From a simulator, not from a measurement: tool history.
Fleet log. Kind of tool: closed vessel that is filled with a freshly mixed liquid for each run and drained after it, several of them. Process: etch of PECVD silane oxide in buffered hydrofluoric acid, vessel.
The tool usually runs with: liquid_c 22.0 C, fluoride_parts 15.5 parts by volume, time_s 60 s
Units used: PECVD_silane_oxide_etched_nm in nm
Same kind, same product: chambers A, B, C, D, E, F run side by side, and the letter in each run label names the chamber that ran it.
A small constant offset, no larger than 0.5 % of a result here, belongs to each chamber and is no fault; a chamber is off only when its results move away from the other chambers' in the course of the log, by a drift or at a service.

run     day  liquid_c  fluoride_parts  time_s  read-back film thickness of the PECVD silane oxide reference wafer, read on the same gauge (nm)  PECVD_silane_oxide_etched_nm
 1B   0.454      22.0            15.5      60                                                                                           40.001                        66.612
 2E   0.967      22.0            15.5      60                                                                                           39.987                        66.129
 3C   1.546      22.0            15.5      60                                                                                           39.995                        66.089
 4D   1.950      22.0            15.5      60                                                                                           40.009                        66.309
 5F   2.333      22.0            15.5      60                                                                                           39.978                        67.369
 6A   2.650      22.0            15.5      60                                                                                           39.991                        66.495
 7E   2.946      22.0            15.5      60                                                                                           39.994                        66.070
 8A   3.271      22.0            15.5      60                                                                                           40.028                        66.566
 9B   3.800      22.0            15.5      60                                                                                           39.988                        66.301
10D   4.396      22.0            15.5      30                                                                                           40.019                        33.005
11F   4.742      22.0            15.5      30                                                                                           40.001                        33.517
12C   5.179      22.0            15.5      30                                                                                           40.012                        33.155
      5.600  -- chamber D: hydrofluoric acid flow meter replaced
13E   5.729      22.0            15.5      30                                                                                           40.026                        33.179
14A   6.133      22.0            15.5      30                                                                                           39.996                        33.474
15D   6.692      22.0            15.5      30                                                                                           40.021                        33.251
16F   7.146      18.0            17.5      60                                                                                           39.986                        48.050
17B   7.604      18.0            17.5      60                                                                                           39.990                        47.188
18C   8.192      18.0            17.5      60                                                                                           39.990                        47.148
19D   8.704      18.0            17.5      60                                                                                           40.031                        47.001
20C   9.250      18.0            17.5      60                                                                                           39.988                        47.458
21F   9.812      18.0            17.5      60                                                                                           39.984                        47.682
22A  10.150      22.0            15.5      60                                                                                           39.988                        66.939
23E  10.679      22.0            15.5      45                                                                                           40.010                        50.465
24B  11.112      22.0            15.5      45                                                                                           40.006                        49.994
25A  11.692      22.0            15.5      45                                                                                           40.016                        50.130
26D  12.250      22.0            15.5      45                                                                                           40.029                        49.651
     12.412  -- chamber E: thermometer replaced
27F  12.833      22.0            15.5      45                                                                                           40.002                        50.667
28E  13.183      22.0            15.5      45                                                                                           40.011                        50.028
     13.346  -- chamber E: hydrofluoric acid flow meter replaced
29C  13.538      22.0            15.5      60                                                                                           39.997                        65.967
30B  13.817      22.0            15.5      60                                                                                           39.992                        67.046
31C  14.412      22.0            15.5      60                                                                                           40.012                        65.919
32D  15.008      22.0            15.5      60                                                                                           39.995                        66.348
33A  15.450      22.0            15.5      60                                                                                           40.002                        66.460
34B  15.796      22.0            15.5      60                                                                                           40.001                        66.186
35E  16.121      22.0            15.5      60                                                                                           40.000                        65.749
36F  16.588      22.0            15.5      60                                                                                           39.996                        67.029
37B  17.054      22.0            15.5      60                                                                                           39.978                        66.388
38C  17.433      22.0            15.5      60                                                                                           40.022                        66.184

The same settings go to every chamber for the next run, one line per chamber below. Forecast the results for each:
39A  17.883      23.5            15.5      60                                                                                                                              ?
39B  17.883      23.5            15.5      60                                                                                                                              ?
39C  17.883      23.5            15.5      60                                                                                                                              ?
39D  17.883      23.5            15.5      60                                                                                                                              ?
39E  17.883      23.5            15.5      60                                                                                                                              ?
39F  17.883      23.5            15.5      60                                                                                                                              ?

run  PECVD_silane_oxide_etched_nm
39A                        72.846
39B                        72.755
39C                        71.597
39D                        72.342
39E                        71.899
39F                        72.305
